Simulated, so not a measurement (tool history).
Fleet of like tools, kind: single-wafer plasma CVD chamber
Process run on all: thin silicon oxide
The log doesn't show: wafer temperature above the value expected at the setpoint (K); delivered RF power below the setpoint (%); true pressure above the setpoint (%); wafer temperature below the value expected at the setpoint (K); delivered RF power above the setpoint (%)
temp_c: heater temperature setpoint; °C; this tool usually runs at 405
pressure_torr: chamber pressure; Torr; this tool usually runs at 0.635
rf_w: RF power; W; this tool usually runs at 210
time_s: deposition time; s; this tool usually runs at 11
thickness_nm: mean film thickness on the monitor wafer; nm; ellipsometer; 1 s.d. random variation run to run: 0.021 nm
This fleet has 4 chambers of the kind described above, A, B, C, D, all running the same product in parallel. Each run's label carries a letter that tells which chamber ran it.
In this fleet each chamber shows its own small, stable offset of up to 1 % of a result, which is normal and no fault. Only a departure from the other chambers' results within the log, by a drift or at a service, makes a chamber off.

run   hour  temp_c  pressure_torr  rf_w  time_s  hours since the last thermocouple change  hours since the last RF generator calibration  hours since the last manometer calibration  read-back reference wafer on the same gauge, thickness_nm  thickness_nm
 1D   12.1     405          0.635   210      11                                    2499.1                                          855.1                                       541.9                                                     15.489        13.459
 2B   19.8     405          0.635   210      11                                    1972.8                                          824.4                                       551.4                                                     15.492        13.587
      25.5  -- chamber A: thermocouple changed; heater temperature recalibrated
      27.2  -- chamber D: thermocouple changed; heater temperature recalibrated
 3C   27.3     405          0.635   210      11                                    1253.5                                         1156.5                                      2205.8                                                     15.485        13.475
 4A   36.3     405          0.635   210      11                                      10.8                                           1919                                      1085.8                                                      15.48        13.496
 5A   42.1     405          0.635   210      11                                      16.6                                         1924.8                                      1091.6                                                     15.477        13.515
 6B   50.1     405          0.635   210      11                                    2003.1                                          854.7                                       581.7                                                     15.478        13.563
 7C   58.7     405          0.635   210      11                                    1284.9                                         1187.9                                      2237.2                                                     15.472        13.517
      63.3  -- chamber B: RF generator calibrated
 8D   67.9     405          0.635   210      11                                      40.8                                          910.9                                       597.7                                                     15.471        13.458
 9B   73.7     405          0.635   210      11                                    2026.7                                           10.4                                       605.3                                                     15.469        13.598
10D   79.5     405          0.635   210      11                                      52.4                                          922.5                                       609.3                                                     15.463        13.476
      83.3  -- chamber D: RF generator calibrated
11C   90.7     405          0.635   210      11                                    1316.9                                         1219.9                                      2269.2                                                      15.46        13.499
12A    100     405          0.635   210      11                                      74.5                                         1982.7                                      1149.5                                                     15.453        13.451
13B  107.2     419          0.635   210      11                                    2060.2                                           43.9                                       638.8                                                     15.449        13.466
14D  115.4     419          0.635   210      11                                      88.3                                           32.1                                       645.2                                                     15.447        13.345
15C    124     419          0.635   210      11                                    1350.2                                         1253.2                                      2302.5                                                     15.441        13.346
16A  134.8     419          0.635   210      11                                     109.3                                         2017.5                                      1184.3                                                     15.436          13.3
17B  140.3     405          0.635   210      11                                    2093.3                                             77                                       671.9                                                     15.437        13.535
18C  148.9     405          0.635   210      11                                    1375.1                                         1278.1                                      2327.4                                                     15.431         13.44
19D  157.7     405          0.635   210      11                                     130.6                                           74.4                                       687.5                                                     15.423        13.436
20A  163.3     405          0.635   210      11                                     137.8                                           2046                                      1212.8                                                     15.427        13.472
21D    171     405          0.635   210      11                                     143.9                                           87.7                                       700.8                                                     15.418        13.447
22A  180.7     405          0.635   210      11                                     155.2                                         2063.4                                      1230.2                                                      15.42        13.455
23C  186.6     405          0.635   210      11                                    1412.8                                         1315.8                                      2365.1                                                     15.414         13.47
24B  194.4     405          0.635   210      11                                    2147.4                                          131.1                                         726                                                     15.411        13.511
25A  202.6     405          0.635   210      11                                     177.1                                         2085.3                                      1252.1                                                     15.407        13.428
26C  213.5     405          0.635   210      11                                    1439.7                                         1342.7                                        2392                                                     15.406        13.425

The same settings go to every chamber for the next run, one line per chamber below. Forecast the results for each:
27A  222.4     405          0.715   210      11                                                                                                                                                                                                             ?
27B  222.4     405          0.715   210      11                                                                                                                                                                                                             ?
27C  222.4     405          0.715   210      11                                                                                                                                                                                                             ?
27D  222.4     405          0.715   210      11                                                                                                                                                                                                             ?

run  thickness_nm
27A        15.184
27B        15.279
27C        15.264
27D        15.201

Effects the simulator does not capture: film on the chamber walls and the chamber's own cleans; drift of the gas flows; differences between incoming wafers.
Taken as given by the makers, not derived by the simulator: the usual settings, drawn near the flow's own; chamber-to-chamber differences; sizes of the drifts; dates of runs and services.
